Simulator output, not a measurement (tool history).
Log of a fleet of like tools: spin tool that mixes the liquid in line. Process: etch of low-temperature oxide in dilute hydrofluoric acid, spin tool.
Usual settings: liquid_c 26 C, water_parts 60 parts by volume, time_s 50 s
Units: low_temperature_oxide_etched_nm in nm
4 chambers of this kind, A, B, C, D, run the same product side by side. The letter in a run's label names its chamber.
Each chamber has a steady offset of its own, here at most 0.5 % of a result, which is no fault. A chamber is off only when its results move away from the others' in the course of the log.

run,hour,liquid_c,water_parts,time_s,"read-back film thickness of the low-temperature oxide reference wafer, read on the same gauge (nm)",low_temperature_oxide_etched_nm
1C,7.3,26,60,50,90.015,22.495
2D,17.4,26,60,50,90.012,22.301
3A,23.9,26,60,50,90.004,22.397
4B,35.8,26,60,50,90.001,22.458
5A,49.1,26,60,50,90.007,22.356
6D,59.4,26,85,30,90.003,9.1529
7B,65.7,26,85,30,89.988,9.2334
8C,79.2,26,85,30,90.007,9.2671
9B,92.7,26,85,30,89.997,9.233
10D,100.3,26,60,50,89.98,22.181
11C,113.3,26,85,35,90.004,10.779
12A,124.6,26,85,35,89.977,10.683
13C,130.5,26,85,35,89.967,10.695
14A,138,26,85,35,90.002,10.71
15D,147.5,26,60,50,90.014,22.386
# hour 158.1: chamber B: thermometer replaced
16B,160.9,26,60,50,89.98,22.228
17C,169.2,26,60,50,89.984,22.585
# hour 172.7: chamber C: hydrofluoric acid flow meter replaced
18B,177.2,26,60,50,90.053,22.314
19A,190.4,28,60,70,89.985,34.136
20D,197,28,60,70,90.035,33.956
21C,203.3,28,60,70,90.008,34.183
22B,211.8,28,60,70,89.983,33.887
23D,222,26,60,50,90.013,22.27
24A,231.5,26,60,50,89.99,22.474
# hour 237.9: chamber D: thermometer replaced
25D,243.2,26,60,50,89.989,22.264
26A,254.9,26,60,50,90.001,22.376
27B,266,26,60,50,90.029,22.278
28C,272,26,60,50,90.016,22.549

What goes on in this fleet: one chamber off, a drifting gauge, or nothing beyond the chambers' own small offsets? Name the chamber and the cause, if any.

No chamber stands off beyond its own small offset, and the gauge holds steady.

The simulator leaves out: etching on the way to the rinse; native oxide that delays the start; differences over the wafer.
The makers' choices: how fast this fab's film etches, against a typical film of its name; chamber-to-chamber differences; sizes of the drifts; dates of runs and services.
